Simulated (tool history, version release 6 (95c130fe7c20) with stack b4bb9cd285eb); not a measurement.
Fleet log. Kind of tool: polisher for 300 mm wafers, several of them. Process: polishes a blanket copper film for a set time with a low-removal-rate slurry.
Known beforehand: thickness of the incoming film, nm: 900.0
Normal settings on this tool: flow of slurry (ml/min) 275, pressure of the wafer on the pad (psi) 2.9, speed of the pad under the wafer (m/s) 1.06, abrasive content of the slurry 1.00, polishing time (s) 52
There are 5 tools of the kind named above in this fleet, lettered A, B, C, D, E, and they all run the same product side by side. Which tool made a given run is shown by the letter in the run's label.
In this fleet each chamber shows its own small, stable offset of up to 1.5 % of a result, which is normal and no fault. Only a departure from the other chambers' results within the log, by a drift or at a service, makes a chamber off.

| run | hour | flow of slurry (ml/min) | pressure of the wafer on the pad (psi) | speed of the pad under the wafer (m/s) | abrasive content of the slurry | polishing time (s) | wafers polished on this pad | hours since the slurry nozzle was cleaned | hours since the head pressure was calibrated | hours since the slurry blender was calibrated | film removed (Å) |
|---|---|---|---|---|---|---|---|---|---|---|---|
|  | 6.6 | chamber B: worn pad replaced by a new one |
| 1B | 8.0 | 275 | 2.9 | 1.06 | 1.00 | 52 | 21 | 18.4 | 953.9 | 60.1 | 1376.70 |
| 2C | 15.1 | 275 | 2.9 | 1.06 | 1.00 | 52 | 422 | 628.9 | 314.2 | 91.7 | 1401.10 |
| 3E | 24.5 | 275 | 2.9 | 1.06 | 1.00 | 52 | 392 | 259.2 | 171.3 | 155.2 | 1400.80 |
| 4D | 36.4 | 275 | 2.9 | 1.06 | 1.00 | 52 | 865 | 452.0 | 551.3 | 129.1 | 1412.40 |
|  | 41.9 | chamber D: worn pad replaced by a new one |
| 5A | 46.8 | 275 | 2.9 | 1.06 | 1.00 | 52 | 874 | 684.2 | 220.2 | 202.7 | 1365.80 |
|  | 47.6 | chamber D: slurry nozzle cleaned |
|  | 57.5 | chamber D: head pressure recalibrated |
| 6C | 57.5 | 275 | 2.9 | 1.06 | 1.00 | 52 | 1068 | 671.3 | 356.6 | 134.1 | 1365.30 |
|  | 65.5 | chamber C: worn pad replaced by a new one |
|  | 66.1 | chamber E: worn pad replaced by a new one |
| 7E | 67.0 | 275 | 2.9 | 1.06 | 1.00 | 52 | 15 | 301.7 | 213.8 | 197.7 | 1424.60 |
| 8B | 77.3 | 275 | 2.9 | 1.06 | 1.00 | 52 | 1076 | 87.7 | 1023.2 | 129.4 | 1388.00 |
| 9A | 83.9 | 275 | 2.9 | 1.06 | 1.00 | 52 | 1438 | 721.3 | 257.3 | 239.8 | 1405.70 |
| 10D | 92.0 | 275 | 2.9 | 1.06 | 1.00 | 52 | 763 | 44.4 | 34.5 | 184.7 | 1386.90 |
|  | 98.8 | chamber A: worn pad replaced by a new one |
|  | 100.4 | chamber B: worn pad replaced by a new one |
| 11C | 100.6 | 275 | 2.9 | 1.24 | 1.00 | 65 | 534 | 714.4 | 399.7 | 177.2 | 1973.40 |
|  | 103.2 | chamber E: slurry blender recalibrated |
| 12A | 111.9 | 275 | 2.9 | 1.24 | 1.00 | 65 | 199 | 749.3 | 285.3 | 267.8 | 2003.20 |
|  | 113.7 | chamber D: worn pad replaced by a new one |
|  | 122.7 | chamber A: slurry nozzle cleaned |
| 13D | 124.2 | 275 | 2.9 | 1.24 | 1.00 | 65 | 160 | 76.6 | 66.7 | 216.9 | 2004.10 |
|  | 127.0 | chamber E: worn pad replaced by a new one |
|  | 128.4 | chamber B: slurry blender recalibrated |
|  | 135.3 | chamber C: worn pad replaced by a new one |
| 14E | 138.0 | 275 | 2.9 | 1.24 | 1.00 | 65 | 168 | 372.7 | 284.8 | 34.8 | 2040.70 |
| 15B | 151.0 | 275 | 2.9 | 1.24 | 1.00 | 65 | 771 | 161.4 | 1096.9 | 22.6 | 2050.00 |
| 16C | 157.5 | 275 | 2.9 | 1.06 | 1.00 | 52 | 339 | 771.3 | 456.6 | 234.1 | 1377.00 |
|  | 158.8 | chamber E: head pressure recalibrated |
| 17E | 166.6 | 275 | 2.9 | 1.06 | 1.00 | 52 | 603 | 401.3 | 7.8 | 63.4 | 1258.70 |
| 18D | 173.4 | 275 | 2.9 | 1.06 | 1.00 | 52 | 909 | 125.8 | 115.9 | 266.1 | 1387.80 |
| 19A | 183.6 | 275 | 2.9 | 1.06 | 1.00 | 52 | 1290 | 60.9 | 357.0 | 339.5 | 1408.90 |
|  | 183.9 | chamber D: worn pad replaced by a new one |
|  | 188.0 | chamber B: worn pad replaced by a new one |
|  | 191.0 | chamber E: worn pad replaced by a new one |
| 20B | 195.1 | 275 | 2.9 | 1.06 | 1.00 | 52 | 108 | 205.5 | 1141.0 | 66.7 | 1358.90 |
|  | 203.4 | chamber B: slurry nozzle cleaned |
| 21A | 203.9 | 275 | 2.9 | 1.06 | 1.00 | 52 | 1599 | 81.2 | 377.3 | 359.8 | 1376.40 |
|  | 207.2 | chamber A: worn pad replaced by a new one |
|  | 210.9 | chamber C: worn pad replaced by a new one |
| 22E | 215.3 | 275 | 2.9 | 1.06 | 1.00 | 52 | 369 | 450.0 | 56.5 | 112.1 | 1273.00 |
|  | 220.2 | chamber A: slurry blender recalibrated |
| 23D | 222.8 | 275 | 2.9 | 1.06 | 1.00 | 52 | 592 | 175.2 | 165.3 | 315.5 | 1393.10 |
| 24C | 234.1 | 275 | 2.9 | 1.06 | 1.00 | 52 | 353 | 847.9 | 533.2 | 310.7 | 1382.80 |
| 25B | 245.7 | 275 | 2.9 | 1.06 | 1.00 | 52 | 878 | 42.4 | 1191.6 | 117.3 | 1394.70 |
|  | 246.9 | chamber D: worn pad replaced by a new one |
| 26D | 256.9 | 275 | 2.9 | 1.06 | 1.25 | 37 | 152 | 209.3 | 199.4 | 349.6 | 1040.10 |
|  | 267.2 | chamber E: worn pad replaced by a new one |
| 27E | 269.8 | 275 | 2.9 | 1.06 | 1.25 | 37 | 39 | 504.5 | 111.0 | 166.6 | 931.31 |
|  | 272.1 | chamber B: worn pad replaced by a new one |
|  | 279.3 | chamber C: worn pad replaced by a new one |
|  | 279.4 | chamber C: slurry nozzle cleaned |
| 28A | 279.4 | 275 | 2.9 | 1.06 | 1.25 | 37 | 1099 | 156.7 | 452.8 | 59.2 | 1002.30 |
| 29C | 288.4 | 275 | 2.9 | 1.06 | 1.25 | 37 | 139 | 9.0 | 587.5 | 365.0 | 1042.60 |
|  | 289.9 | chamber B: slurry blender recalibrated |
|  | 292.1 | chamber C: head pressure recalibrated |
|  | 293.6 | chamber A: worn pad replaced by a new one |
| 30B | 296.0 | 275 | 2.9 | 1.06 | 1.25 | 37 | 364 | 92.7 | 1241.9 | 6.1 | 1021.00 |
| 31A | 309.7 | 275 | 2.9 | 1.06 | 1.00 | 52 | 245 | 187.0 | 483.1 | 89.5 | 1377.00 |
|  | 311.4 | chamber D: worn pad replaced by a new one |
| 32C | 318.5 | 275 | 2.9 | 1.06 | 1.00 | 52 | 597 | 39.1 | 26.4 | 395.1 | 1371.60 |
| 33D | 327.4 | 275 | 2.9 | 1.06 | 1.00 | 52 | 244 | 279.8 | 269.9 | 420.1 | 1379.10 |
|  | 339.6 | chamber E: worn pad replaced by a new one |
| 34E | 340.9 | 275 | 2.9 | 1.06 | 1.00 | 52 | 20 | 575.6 | 182.1 | 237.7 | 1278.00 |

Decide between three cases: one chamber stands off from its peers, the gauge reading all wafers drifts, or nothing is wrong past each chamber's small offset. Where a chamber is off, say which and what most likely put it there.

Chamber E came out of a service off from its peers and stayed that way.
What lies behind it: head's pressure below its setpoint, % = 10.

Here are 4 candidates for chamber E's next run, each the usual settings with a change, their results left as question marks. Which one brings its results back in line with what the others give on the usual settings?
A result is in line if it is within this distance of the other chambers' mean on the usual settings: film removed (Å) 57.00
| 35E-1 | 351.0 | 275 | 2.9 | 1.04 | 1.00 | 52 |  |  |  |  | ? |
| 35E-2 | 351.0 | 275 | 2.8 | 1.02 | 1.00 | 51 |  |  |  |  | ? |
| 35E-3 | 351.0 | 275 | 2.9 | 1.08 | 1.00 | 52 |  |  |  |  | ? |
| 35E-4 | 351.0 | 275 | 3.0 | 1.10 | 1.00 | 54 |  |  |  |  | ? |

On the usual settings, the other chambers give on average: film removed (Å) 1384.10
| run | film removed (Å) |
|---|---|
| 35E-1 | 1237.10 |
| 35E-2 | 1149.40 |
| 35E-3 | 1284.80 |
| 35E-4 | 1405.20 |
With 35E-4, the chamber falls back in line with the rest.

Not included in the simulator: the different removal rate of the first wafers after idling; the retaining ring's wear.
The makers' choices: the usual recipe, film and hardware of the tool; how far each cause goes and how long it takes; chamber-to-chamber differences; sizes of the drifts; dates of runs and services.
